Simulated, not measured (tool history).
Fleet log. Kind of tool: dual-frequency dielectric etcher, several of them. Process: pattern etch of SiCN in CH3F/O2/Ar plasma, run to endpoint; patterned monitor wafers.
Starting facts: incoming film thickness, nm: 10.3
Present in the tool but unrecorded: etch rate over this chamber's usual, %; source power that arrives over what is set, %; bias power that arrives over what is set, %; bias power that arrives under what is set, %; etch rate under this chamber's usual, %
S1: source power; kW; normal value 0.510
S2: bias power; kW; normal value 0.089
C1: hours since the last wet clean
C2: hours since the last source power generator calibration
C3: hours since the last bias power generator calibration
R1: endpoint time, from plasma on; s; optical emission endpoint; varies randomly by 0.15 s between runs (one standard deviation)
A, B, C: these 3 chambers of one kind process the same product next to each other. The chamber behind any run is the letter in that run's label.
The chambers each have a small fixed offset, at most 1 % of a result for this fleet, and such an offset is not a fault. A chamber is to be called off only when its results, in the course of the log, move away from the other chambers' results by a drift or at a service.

run 1C hour=4.8 | S1=0.510 S2=0.089 | C1=463.6 C2=592.9 C3=845.0 | R1=23.532
run 2A hour=9.1 | S1=0.510 S2=0.089 | C1=480.0 C2=1110.6 C3=3745.3 | R1=22.968
run 3B hour=13.4 | S1=0.510 S2=0.089 | C1=345.3 C2=910.0 C3=4093.6 | R1=23.061
run 4C hour=18.2 | S1=0.510 S2=0.089 | C1=477.0 C2=606.3 C3=858.4 | R1=23.411
run 5A hour=21.0 | S1=0.510 S2=0.089 | C1=491.9 C2=1122.5 C3=3757.2 | R1=23.278
run 6B hour=23.6 | S1=0.510 S2=0.089 | C1=355.5 C2=920.2 C3=4103.8 | R1=23.328
run 7B hour=26.4 | S1=0.510 S2=0.089 | C1=358.3 C2=923.0 C3=4106.6 | R1=23.238
-- hour=27.7 chamber B: bias power generator calibrated
run 8C hour=29.7 | S1=0.510 S2=0.089 | C1=488.5 C2=617.8 C3=869.9 | R1=23.159
-- hour=32.0 chamber A: wet clean of the chamber
run 9A hour=32.6 | S1=0.510 S2=0.089 | C1=0.7 C2=1134.1 C3=3768.8 | R1=22.306
run 10C hour=35.1 | S1=0.510 S2=0.089 | C1=493.9 C2=623.2 C3=875.3 | R1=23.227
run 11A hour=39.0 | S1=0.510 S2=0.089 | C1=7.1 C2=1140.5 C3=3775.2 | R1=22.202
run 12B hour=41.8 | S1=0.450 S2=0.110 | C1=373.7 C2=938.4 C3=14.2 | R1=22.421
run 13A hour=45.0 | S1=0.450 S2=0.110 | C1=13.1 C2=1146.5 C3=3781.2 | R1=21.584
run 14C hour=50.0 | S1=0.450 S2=0.110 | C1=508.8 C2=638.1 C3=890.2 | R1=22.686
run 15B hour=52.5 | S1=0.510 S2=0.089 | C1=384.4 C2=949.1 C3=24.9 | R1=23.294
run 16A hour=55.9 | S1=0.510 S2=0.089 | C1=24.0 C2=1157.4 C3=3792.1 | R1=22.091
run 17C hour=58.8 | S1=0.510 S2=0.089 | C1=517.6 C2=646.9 C3=899.0 | R1=23.291
run 18B hour=62.7 | S1=0.630 S2=0.096 | C1=394.6 C2=959.3 C3=35.1 | R1=20.853
run 19C hour=65.2 | S1=0.630 S2=0.096 | C1=524.0 C2=653.3 C3=905.4 | R1=20.943
run 20B hour=70.4 | S1=0.630 S2=0.096 | C1=402.3 C2=967.0 C3=42.8 | R1=20.795

Decide between three cases: one chamber stands off from its peers, the gauge reading all wafers drifts, or nothing is wrong past each chamber's small offset. Where a chamber is off, say which and what most likely put it there.

A service on chamber A put it out of line with the rest.
Likeliest cause: etch rate over this chamber's usual, % = 4.1.

Chamber A could run next with any of the 4 candidate recipes listed below; each alters the usual settings, and their results appear as question marks. Which one brings its results back in line with what the other chambers deliver on the usual settings?
In-line tolerance around the mean of the other chambers on the usual settings: R1 0.530 s
run 21A-1 hour=74.3 | S1=0.580 S2=0.099 | R1=?
run 21A-2 hour=74.3 | S1=0.440 S2=0.079 | R1=?
run 21A-3 hour=74.3 | S1=0.470 S2=0.083 | R1=?
run 21A-4 hour=74.3 | S1=0.580 S2=0.089 | R1=?

What the other chambers average on the usual settings: R1 23.319 s
run=21A-1 R1=20.382
run=21A-2 R1=24.504
run=21A-3 R1=23.489
run=21A-4 R1=21.174
With 21A-3, the chamber falls back in line with the rest.

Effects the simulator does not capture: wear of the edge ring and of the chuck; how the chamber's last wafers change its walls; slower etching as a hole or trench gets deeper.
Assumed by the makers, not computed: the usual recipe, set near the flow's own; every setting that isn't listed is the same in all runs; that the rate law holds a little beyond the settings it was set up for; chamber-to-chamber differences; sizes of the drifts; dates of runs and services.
